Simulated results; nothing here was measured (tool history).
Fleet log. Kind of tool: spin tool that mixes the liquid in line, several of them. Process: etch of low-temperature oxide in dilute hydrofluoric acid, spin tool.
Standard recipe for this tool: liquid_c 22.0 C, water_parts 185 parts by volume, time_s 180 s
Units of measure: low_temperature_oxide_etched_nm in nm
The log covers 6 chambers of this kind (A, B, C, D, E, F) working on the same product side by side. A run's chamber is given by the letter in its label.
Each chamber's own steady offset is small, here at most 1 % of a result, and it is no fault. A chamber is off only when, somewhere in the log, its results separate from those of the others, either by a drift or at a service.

run	hour	liquid_c	water_parts	time_s	read-back film thickness of the low-temperature oxide reference wafer, read on the same gauge (nm)	low_temperature_oxide_etched_nm
1F	5.2	22.0	185	180	40.035	29.049
2B	8.6	22.0	185	180	40.025	28.434
3A	12.6	22.0	185	180	40.008	29.258
4D	17.4	22.0	185	180	39.995	28.497
5E	23.7	22.0	185	180	40.010	29.198
6C	29.0	22.0	185	180	39.977	28.919
7E	34.1	22.0	185	180	39.970	29.324
8C	37.1	22.0	185	180	39.999	28.654
9B	42.4	22.0	185	180	39.992	28.345
10A	46.6	22.0	140	215	39.989	48.438
11D	52.4	22.0	140	215	39.998	47.651
12F	56.0	22.0	140	215	39.980	46.906
13D	59.3	22.0	140	215	39.996	47.219
# hour 60.5: chamber F: thermometer replaced
14F	65.1	22.0	140	215	39.988	47.773
15A	70.5	22.0	140	215	40.003	49.608
# hour 71.4: chamber B: thermometer replaced
16E	74.0	22.0	185	180	39.997	29.382
17C	77.9	22.0	185	180	40.015	28.968
18B	82.1	22.0	185	180	39.999	28.864
19B	88.5	22.0	185	180	40.002	28.546
20A	92.3	19.5	270	180	39.980	17.182
21D	95.2	19.5	270	180	40.001	16.476
22E	99.1	19.5	270	180	40.017	16.521
23C	104.5	19.5	270	180	39.995	16.569
24F	110.9	19.5	270	180	40.002	16.932
25E	115.6	19.5	270	180	39.998	16.815
26D	119.2	22.0	185	180	40.011	28.606
27A	125.1	22.0	185	180	40.030	30.319
28B	129.8	22.0	185	180	39.983	28.712
29F	135.2	22.0	185	180	40.019	28.967
30C	141.3	22.0	185	180	39.987	28.571
31E	147.9	22.0	185	180	39.973	29.224
32A	151.9	17.5	185	180	39.988	25.559
33D	157.3	17.5	185	180	40.000	24.128
34F	160.8	17.5	185	180	39.987	24.767
35B	164.2	17.5	185	180	39.987	24.194
36C	169.4	17.5	185	180	40.025	24.146
37B	174.5	17.5	185	180	40.007	24.586
38F	178.3	22.0	185	180	40.002	28.829
39A	184.5	19.0	185	260	40.011	39.602
40C	188.1	19.0	185	260	39.981	37.243
41E	191.1	19.0	185	260	39.988	37.255

For the next run the whole fleet of 6 chambers uses the same settings. Give each chamber's results:
42A	195.9	22.0	185	180		?
42B	195.9	22.0	185	180		?
42C	195.9	22.0	185	180		?
42D	195.9	22.0	185	180		?
42E	195.9	22.0	185	180		?
42F	195.9	22.0	185	180		?

run	low_temperature_oxide_etched_nm
42A	31.972
42B	29.073
42C	29.070
42D	28.704
42E	28.859
42F	28.903
